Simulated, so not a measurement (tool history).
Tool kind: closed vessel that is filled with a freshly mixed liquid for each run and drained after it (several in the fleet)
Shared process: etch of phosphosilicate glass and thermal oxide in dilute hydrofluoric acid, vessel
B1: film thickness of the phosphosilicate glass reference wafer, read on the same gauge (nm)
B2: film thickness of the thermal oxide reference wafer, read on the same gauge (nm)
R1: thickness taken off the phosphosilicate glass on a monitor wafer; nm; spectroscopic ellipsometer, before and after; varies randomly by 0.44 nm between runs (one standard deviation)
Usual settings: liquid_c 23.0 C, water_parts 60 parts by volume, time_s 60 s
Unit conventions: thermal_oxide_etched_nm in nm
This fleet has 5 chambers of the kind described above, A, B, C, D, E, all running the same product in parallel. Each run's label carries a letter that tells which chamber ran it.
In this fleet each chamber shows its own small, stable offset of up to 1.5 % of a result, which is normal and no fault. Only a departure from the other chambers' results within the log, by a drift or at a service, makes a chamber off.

run 1E day=0.288 | liquid_c=23.0 water_parts=60 time_s=60 | B1=120.02 B2=120.00 | R1=101.060 thermal_oxide_etched_nm=4.6449
run 2A day=0.617 | liquid_c=23.0 water_parts=60 time_s=60 | B1=120.00 B2=119.97 | R1=103.670 thermal_oxide_etched_nm=4.6623
run 3D day=0.971 | liquid_c=23.0 water_parts=60 time_s=60 | B1=120.00 B2=120.02 | R1=101.310 thermal_oxide_etched_nm=4.6704
run 4B day=1.275 | liquid_c=23.0 water_parts=60 time_s=60 | B1=120.00 B2=119.99 | R1=101.020 thermal_oxide_etched_nm=4.7047
run 5C day=1.508 | liquid_c=23.0 water_parts=60 time_s=60 | B1=120.00 B2=120.02 | R1=103.040 thermal_oxide_etched_nm=4.6102
run 6E day=1.758 | liquid_c=23.0 water_parts=60 time_s=60 | B1=120.03 B2=120.01 | R1=101.740 thermal_oxide_etched_nm=4.6399
run 7A day=2.100 | liquid_c=27.5 water_parts=85 time_s=60 | B1=120.01 B2=120.00 | R1=85.126 thermal_oxide_etched_nm=3.8449
run 8C day=2.400 | liquid_c=27.5 water_parts=85 time_s=60 | B1=120.00 B2=119.98 | R1=84.742 thermal_oxide_etched_nm=3.8048
run 9D day=2.667 | liquid_c=27.5 water_parts=85 time_s=60 | B1=119.99 B2=120.00 | R1=82.863 thermal_oxide_etched_nm=3.8080
run 10B day=3.017 | liquid_c=27.5 water_parts=85 time_s=60 | B1=119.98 B2=120.01 | R1=82.754 thermal_oxide_etched_nm=3.8475
run 11C day=3.412 | liquid_c=27.5 water_parts=85 time_s=60 | B1=120.02 B2=120.00 | R1=84.562 thermal_oxide_etched_nm=3.8188
-- day=3.742 chamber D: thermometer replaced
run 12A day=3.754 | liquid_c=23.0 water_parts=60 time_s=60 | B1=119.98 B2=120.02 | R1=102.460 thermal_oxide_etched_nm=4.6457
run 13E day=4.004 | liquid_c=19.0 water_parts=60 time_s=60 | B1=120.03 B2=119.98 | R1=85.341 thermal_oxide_etched_nm=3.8879
run 14B day=4.188 | liquid_c=19.0 water_parts=60 time_s=60 | B1=119.99 B2=119.99 | R1=85.792 thermal_oxide_etched_nm=3.9431
run 15D day=4.458 | liquid_c=19.0 water_parts=60 time_s=60 | B1=120.00 B2=120.01 | R1=85.477 thermal_oxide_etched_nm=3.9292
run 16D day=4.804 | liquid_c=19.0 water_parts=60 time_s=60 | B1=119.99 B2=120.04 | R1=85.570 thermal_oxide_etched_nm=3.9294
run 17B day=5.104 | liquid_c=19.0 water_parts=60 time_s=60 | B1=120.02 B2=119.99 | R1=85.720 thermal_oxide_etched_nm=3.9544
run 18A day=5.358 | liquid_c=23.0 water_parts=60 time_s=60 | B1=120.00 B2=119.98 | R1=102.760 thermal_oxide_etched_nm=4.6373
run 19C day=5.612 | liquid_c=23.0 water_parts=60 time_s=60 | B1=119.98 B2=119.99 | R1=103.230 thermal_oxide_etched_nm=4.6530
run 20E day=5.975 | liquid_c=23.0 water_parts=60 time_s=45 | B1=119.99 B2=120.02 | R1=76.244 thermal_oxide_etched_nm=3.4870
run 21B day=6.225 | liquid_c=23.0 water_parts=60 time_s=45 | B1=119.98 B2=120.00 | R1=75.935 thermal_oxide_etched_nm=3.5373
run 22C day=6.604 | liquid_c=23.0 water_parts=60 time_s=45 | B1=120.00 B2=119.99 | R1=77.349 thermal_oxide_etched_nm=3.5185
run 23E day=6.996 | liquid_c=23.0 water_parts=60 time_s=45 | B1=120.04 B2=119.99 | R1=76.112 thermal_oxide_etched_nm=3.4702
run 24A day=7.262 | liquid_c=23.0 water_parts=60 time_s=45 | B1=120.01 B2=119.98 | R1=76.985 thermal_oxide_etched_nm=3.4971
-- day=7.542 chamber D: hydrofluoric acid flow meter replaced
run 25D day=7.608 | liquid_c=23.0 water_parts=60 time_s=60 | B1=120.02 B2=119.96 | R1=101.520 thermal_oxide_etched_nm=4.6013
run 26C day=7.896 | liquid_c=23.0 water_parts=60 time_s=60 | B1=119.98 B2=119.98 | R1=102.850 thermal_oxide_etched_nm=4.6601
run 27E day=8.112 | liquid_c=23.0 water_parts=60 time_s=60 | B1=120.01 B2=119.98 | R1=101.890 thermal_oxide_etched_nm=4.6360
run 28B day=8.462 | liquid_c=23.0 water_parts=60 time_s=60 | B1=120.00 B2=119.99 | R1=100.650 thermal_oxide_etched_nm=4.6330
run 29A day=8.712 | liquid_c=23.0 water_parts=60 time_s=60 | B1=120.01 B2=119.95 | R1=102.780 thermal_oxide_etched_nm=4.6450
run 30D day=8.942 | liquid_c=23.0 water_parts=60 time_s=60 | B1=119.98 B2=120.01 | R1=101.680 thermal_oxide_etched_nm=4.6402
run 31E day=9.262 | liquid_c=23.0 water_parts=60 time_s=60 | B1=119.99 B2=120.00 | R1=101.820 thermal_oxide_etched_nm=4.6412
run 32A day=9.488 | liquid_c=23.0 water_parts=60 time_s=60 | B1=120.02 B2=120.01 | R1=103.280 thermal_oxide_etched_nm=4.6011
run 33D day=9.762 | liquid_c=23.0 water_parts=60 time_s=60 | B1=119.99 B2=119.98 | R1=100.520 thermal_oxide_etched_nm=4.6066
run 34B day=10.121 | liquid_c=23.0 water_parts=60 time_s=60 | B1=120.02 B2=120.02 | R1=101.470 thermal_oxide_etched_nm=4.7017
run 35C day=10.296 | liquid_c=23.0 water_parts=60 time_s=60 | B1=120.01 B2=119.99 | R1=103.240 thermal_oxide_etched_nm=4.6914

Read the log: is a single chamber off, either drifting away or since a service, is the gauge that measures every chamber drifting, or is nothing wrong beyond small per-chamber offsets? Name any odd chamber and what most likely caused it.

Nothing is wrong: each chamber keeps only its own small, steady offset and the gauge holds still.

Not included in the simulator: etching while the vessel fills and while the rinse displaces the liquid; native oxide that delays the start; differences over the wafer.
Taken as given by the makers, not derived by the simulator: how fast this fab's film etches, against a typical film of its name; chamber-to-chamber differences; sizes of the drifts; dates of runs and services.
